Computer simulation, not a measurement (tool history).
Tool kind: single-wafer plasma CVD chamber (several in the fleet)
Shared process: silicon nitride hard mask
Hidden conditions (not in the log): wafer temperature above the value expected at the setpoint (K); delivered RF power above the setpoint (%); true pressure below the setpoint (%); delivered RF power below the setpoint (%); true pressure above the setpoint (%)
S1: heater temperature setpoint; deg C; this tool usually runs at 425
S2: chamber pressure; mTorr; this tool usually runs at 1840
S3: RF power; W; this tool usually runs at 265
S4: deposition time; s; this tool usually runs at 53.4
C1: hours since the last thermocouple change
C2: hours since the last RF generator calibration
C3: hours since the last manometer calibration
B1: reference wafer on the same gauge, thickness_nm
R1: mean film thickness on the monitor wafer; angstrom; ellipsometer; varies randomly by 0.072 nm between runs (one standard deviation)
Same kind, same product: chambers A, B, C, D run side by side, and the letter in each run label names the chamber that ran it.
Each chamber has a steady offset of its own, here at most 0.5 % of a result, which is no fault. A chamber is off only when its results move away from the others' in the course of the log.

{"run": "1D", "hour": 2.6, "S1": 425, "S2": 1840, "S3": 265, "S4": 53.4, "C1": 253.1, "C2": 488, "C3": 2584.2, "B1": 62.19, "R1": 579.66}
{"run": "2A", "hour": 7.9, "S1": 425, "S2": 1840, "S3": 265, "S4": 53.4, "C1": 2210.6, "C2": 92.1, "C3": 1667.6, "B1": 62.184, "R1": 579.66}
{"run": "3C", "hour": 13.7, "S1": 425, "S2": 1840, "S3": 265, "S4": 53.4, "C1": 2474.4, "C2": 1393.1, "C3": 2172.2, "B1": 62.164, "R1": 578.17}
{"run": "4B", "hour": 19.6, "S1": 425, "S2": 1840, "S3": 265, "S4": 53.4, "C1": 988.1, "C2": 1839.4, "C3": 796.8, "B1": 62.162, "R1": 577.51}
{"run": "5D", "hour": 22.7, "S1": 425, "S2": 1840, "S3": 265, "S4": 53.4, "C1": 273.2, "C2": 508.1, "C3": 2604.3, "B1": 62.143, "R1": 578.01}
{"run": "6A", "hour": 26.4, "S1": 425, "S2": 1840, "S3": 265, "S4": 53.4, "C1": 2229.1, "C2": 110.6, "C3": 1686.1, "B1": 62.144, "R1": 579.21}
{"run": "7B", "hour": 29.9, "S1": 425, "S2": 1840, "S3": 265, "S4": 53.4, "C1": 998.4, "C2": 1849.7, "C3": 807.1, "B1": 62.154, "R1": 577.01}
{"run": "8C", "hour": 35.2, "S1": 425, "S2": 1840, "S3": 265, "S4": 53.4, "C1": 2495.9, "C2": 1414.6, "C3": 2193.7, "B1": 62.109, "R1": 576.66}
{"run": "9B", "hour": 38.0, "S1": 425, "S2": 1840, "S3": 265, "S4": 53.4, "C1": 1006.5, "C2": 1857.8, "C3": 815.2, "B1": 62.121, "R1": 577.18}
{"run": "10A", "hour": 43.1, "S1": 425, "S2": 1840, "S3": 265, "S4": 53.4, "C1": 2245.8, "C2": 127.3, "C3": 1702.8, "B1": 62.145, "R1": 578.59}
{"run": "11D", "hour": 46.1, "S1": 425, "S2": 1840, "S3": 265, "S4": 53.4, "C1": 296.6, "C2": 531.5, "C3": 2627.7, "B1": 62.111, "R1": 578.87}
{"run": "12C", "hour": 49.0, "S1": 425, "S2": 1840, "S3": 265, "S4": 47.9, "C1": 2509.7, "C2": 1428.4, "C3": 2207.5, "B1": 62.098, "R1": 518.13}
{"run": "13D", "hour": 54.4, "S1": 425, "S2": 1840, "S3": 265, "S4": 47.9, "C1": 304.9, "C2": 539.8, "C3": 2636, "B1": 62.092, "R1": 519.13}
{"run": "14C", "hour": 59.2, "S1": 425, "S2": 1840, "S3": 265, "S4": 47.9, "C1": 2519.9, "C2": 1438.6, "C3": 2217.7, "B1": 62.072, "R1": 516.82}
{"run": "15A", "hour": 62.1, "S1": 425, "S2": 1840, "S3": 265, "S4": 47.9, "C1": 2264.8, "C2": 146.3, "C3": 1721.8, "B1": 62.094, "R1": 519.69}
{"run": "16B", "hour": 68.1, "S1": 425, "S2": 1840, "S3": 265, "S4": 53.4, "C1": 1036.6, "C2": 1887.9, "C3": 845.3, "B1": 62.071, "R1": 577.93}
{"run": "17B", "hour": 72.2, "S1": 425, "S2": 1440, "S3": 265, "S4": 53.4, "C1": 1040.7, "C2": 1892, "C3": 849.4, "B1": 62.053, "R1": 538.44}
{"run": "18D", "hour": 77.5, "S1": 425, "S2": 1440, "S3": 265, "S4": 53.4, "C1": 328, "C2": 562.9, "C3": 2659.1, "B1": 62.07, "R1": 539.84}
{"run": "19A", "hour": 82.9, "S1": 425, "S2": 1440, "S3": 265, "S4": 53.4, "C1": 2285.6, "C2": 167.1, "C3": 1742.6, "B1": 62.067, "R1": 538.14}
{"run": "20C", "hour": 88.8, "S1": 425, "S2": 1440, "S3": 265, "S4": 53.4, "C1": 2549.5, "C2": 1468.2, "C3": 2247.3, "B1": 62.06, "R1": 537.13}
{"run": "21C", "hour": 94.0, "S1": 425, "S2": 2100, "S3": 225, "S4": 53.4, "C1": 2554.7, "C2": 1473.4, "C3": 2252.5, "B1": 62.034, "R1": 533.6}
{"run": "22B", "hour": 99.4, "S1": 425, "S2": 2100, "S3": 225, "S4": 53.4, "C1": 1067.9, "C2": 1919.2, "C3": 876.6, "B1": 62.048, "R1": 528.74}
{"run": "23D", "hour": 103.4, "S1": 425, "S2": 2100, "S3": 225, "S4": 53.4, "C1": 353.9, "C2": 588.8, "C3": 2685, "B1": 62.012, "R1": 533.51}
{"run": "24A", "hour": 109.2, "S1": 425, "S2": 2100, "S3": 225, "S4": 53.4, "C1": 2311.9, "C2": 193.4, "C3": 1768.9, "B1": 62.008, "R1": 533.08}
{"run": "25B", "hour": 113.9, "S1": 425, "S2": 1840, "S3": 265, "S4": 53.4, "C1": 1082.4, "C2": 1933.7, "C3": 891.1, "B1": 61.985, "R1": 576}
{"run": "26D", "hour": 119.0, "S1": 425, "S2": 1840, "S3": 265, "S4": 53.4, "C1": 369.5, "C2": 604.4, "C3": 2700.6, "B1": 61.993, "R1": 576.38}
{"run": "27A", "hour": 123.7, "S1": 425, "S2": 1840, "S3": 265, "S4": 53.4, "C1": 2326.4, "C2": 207.9, "C3": 1783.4, "B1": 61.958, "R1": 578.63}
{"run": "28C", "hour": 127.5, "S1": 425, "S2": 1840, "S3": 265, "S4": 53.4, "C1": 2588.2, "C2": 1506.9, "C3": 2286, "B1": 61.976, "R1": 576.32}
{"hour": 130.5, "done": "chamber C: capacitance manometer re-zeroed and calibrated"}
{"run": "29C", "hour": 130.6, "S1": 425, "S2": 1840, "S3": 265, "S4": 59.7, "C1": 2591.3, "C2": 1510, "C3": 0.1, "B1": 61.95, "R1": 644.23}
{"run": "30A", "hour": 135.6, "S1": 425, "S2": 1840, "S3": 265, "S4": 59.7, "C1": 2338.3, "C2": 219.8, "C3": 1795.3, "B1": 61.987, "R1": 644.74}
{"run": "31B", "hour": 139.1, "S1": 425, "S2": 1840, "S3": 265, "S4": 59.7, "C1": 1107.6, "C2": 1958.9, "C3": 916.3, "B1": 61.95, "R1": 643.16}
{"run": "32D", "hour": 142.4, "S1": 425, "S2": 1840, "S3": 265, "S4": 59.7, "C1": 392.9, "C2": 627.8, "C3": 2724, "B1": 61.948, "R1": 647.05}
{"run": "33D", "hour": 145.5, "S1": 425, "S2": 1840, "S3": 265, "S4": 53.4, "C1": 396, "C2": 630.9, "C3": 2727.1, "B1": 61.919, "R1": 576.8}
{"run": "34A", "hour": 149.3, "S1": 425, "S2": 1840, "S3": 265, "S4": 53.4, "C1": 2352, "C2": 233.5, "C3": 1809, "B1": 61.95, "R1": 576.96}
{"run": "35B", "hour": 154.4, "S1": 425, "S2": 1840, "S3": 265, "S4": 53.4, "C1": 1122.9, "C2": 1974.2, "C3": 931.6, "B1": 61.929, "R1": 573.53}
{"hour": 155.5, "done": "chamber A: thermocouple changed; heater temperature recalibrated"}
{"run": "36C", "hour": 157.0, "S1": 413, "S2": 1480, "S3": 265, "S4": 53.4, "C1": 2617.7, "C2": 1536.4, "C3": 26.5, "B1": 61.919, "R1": 542.91}
{"run": "37D", "hour": 163.0, "S1": 413, "S2": 1480, "S3": 265, "S4": 53.4, "C1": 413.5, "C2": 648.4, "C3": 2744.6, "B1": 61.92, "R1": 545.44}
{"run": "38A", "hour": 167.3, "S1": 413, "S2": 1480, "S3": 265, "S4": 53.4, "C1": 11.8, "C2": 251.5, "C3": 1827, "B1": 61.914, "R1": 543.38}
{"run": "39B", "hour": 170.8, "S1": 413, "S2": 1480, "S3": 265, "S4": 53.4, "C1": 1139.3, "C2": 1990.6, "C3": 948, "B1": 61.904, "R1": 544.25}

Read the log: is a single chamber off, either drifting away or since a service, is the gauge that measures every chamber drifting, or is nothing wrong beyond small per-chamber offsets? Name any odd chamber and what most likely caused it.

The shared gauge is drifting. All chambers look as if they move in step, but none is off.
Cause: gauge reads low (%) = 0.505.
